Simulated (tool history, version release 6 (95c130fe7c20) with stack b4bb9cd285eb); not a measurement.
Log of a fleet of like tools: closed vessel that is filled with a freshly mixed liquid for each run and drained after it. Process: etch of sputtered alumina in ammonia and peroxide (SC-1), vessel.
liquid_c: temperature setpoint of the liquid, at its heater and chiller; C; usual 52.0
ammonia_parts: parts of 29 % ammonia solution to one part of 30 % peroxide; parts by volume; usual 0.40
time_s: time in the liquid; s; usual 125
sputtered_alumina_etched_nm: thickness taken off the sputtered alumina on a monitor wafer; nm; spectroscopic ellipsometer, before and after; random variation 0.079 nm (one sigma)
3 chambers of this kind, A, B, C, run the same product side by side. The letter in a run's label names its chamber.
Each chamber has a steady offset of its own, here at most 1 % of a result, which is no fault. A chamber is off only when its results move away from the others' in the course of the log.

run	hour	liquid_c	ammonia_parts	time_s	hours since the thermometer was replaced	hours since the ammonia flow meter was replaced	hours since the drum of ammonia solution was connected	read-back film thickness of the sputtered alumina reference wafer, read on the same gauge (nm)	sputtered_alumina_etched_nm
1B	7.1	52.0	0.40	125	290.6	672.0	83.5	80.009	8.1642
2A	13.0	52.0	0.40	125	237.1	414.5	547.8	80.012	8.0267
3C	19.2	52.0	0.40	125	1589.6	193.4	210.5	79.995	7.9661
4A	24.5	52.0	0.40	125	248.6	426.0	559.3	80.018	8.1886
5C	32.9	52.0	0.40	125	1603.3	207.1	224.2	80.007	8.0365
6B	42.1	52.0	0.40	125	325.6	707.0	118.5	80.015	8.1110
7A	49.7	52.0	0.40	125	273.8	451.2	584.5	79.983	7.9739
8B	57.2	48.5	0.45	125	340.7	722.1	133.6	80.025	6.8229
# hour 58.0: chamber A: ammonia flow meter replaced
9C	63.8	48.5	0.45	125	1634.2	238.0	255.1	80.021	6.7355
10A	71.5	48.5	0.45	125	295.6	13.6	606.3	80.025	6.5958
11B	80.5	52.0	0.40	125	364.0	745.4	156.9	80.024	8.0699
12C	89.3	52.0	0.40	125	1659.7	263.5	280.6	79.999	8.1089
13A	94.0	52.0	0.40	125	318.1	36.1	628.8	79.992	7.9871
14B	99.3	55.0	0.40	175	382.8	764.2	175.7	79.954	13.1490
15C	104.0	55.0	0.40	175	1674.4	278.2	295.3	80.003	13.4260
# hour 109.5: chamber C: new drum of ammonia solution connected
16A	112.9	55.0	0.40	175	337.0	55.0	647.7	80.045	13.1480
17C	118.6	52.0	0.50	125	1689.0	292.8	9.2	79.946	8.3735
18B	127.3	52.0	0.50	125	410.8	792.2	203.7	79.976	8.2594
19A	134.0	52.0	0.50	125	358.1	76.1	668.8	79.998	8.1163
20B	142.2	52.0	0.40	125	425.7	807.1	218.6	79.993	8.0600
21C	146.8	52.0	0.40	125	1717.2	321.0	37.4	80.002	8.5239
22A	153.8	52.0	0.40	125	377.9	95.9	688.6	80.022	8.0126
23C	163.0	52.0	0.40	125	1733.4	337.2	53.6	79.976	8.3949
24B	170.7	52.0	0.40	125	454.2	835.6	247.1	80.004	8.0010
25B	178.0	52.0	0.30	95	461.5	842.9	254.4	79.980	5.9721
26A	186.6	52.0	0.30	95	410.7	128.7	721.4	80.012	5.9364
27C	194.7	52.0	0.30	95	1765.1	368.9	85.3	79.970	6.2884
28C	201.5	52.0	0.40	125	1771.9	375.7	92.1	79.978	8.5175
29A	205.8	52.0	0.40	125	429.9	147.9	740.6	80.011	8.0671
30B	214.3	52.0	0.40	125	497.8	879.2	290.7	79.959	8.1644
31B	219.1	48.5	0.50	125	502.6	884.0	295.5	80.013	6.8105
# hour 225.1: chamber B: new drum of ammonia solution connected
32A	226.3	48.5	0.50	125	450.4	168.4	761.1	79.995	6.7175
33C	232.9	48.5	0.50	125	1803.3	407.1	123.5	79.999	7.3884
34B	237.3	52.0	0.40	125	520.8	902.2	12.2	79.984	8.1711
35A	246.1	52.0	0.40	125	470.2	188.2	780.9	79.980	8.0858
36C	255.1	52.0	0.40	125	1825.5	429.3	145.7	79.961	8.6507
37B	259.8	52.0	0.40	125	543.3	924.7	34.7	79.978	8.0985
38C	265.2	52.0	0.40	125	1835.6	439.4	155.8	80.025	8.8301
39A	274.4	52.0	0.40	125	498.5	216.5	809.2	80.006	8.0565
40A	282.2	52.0	0.40	125	506.3	224.3	817.0	79.966	8.0867
41B	290.2	52.0	0.40	125	573.7	955.1	65.1	79.993	8.1045

Next, every chamber runs the same settings. What will each give?
42A	296.9	61.5	0.40	125					?
42B	296.9	61.5	0.40	125					?
42C	296.9	61.5	0.40	125					?

run	sputtered_alumina_etched_nm
42A	13.3080
42B	13.5020
42C	14.4670
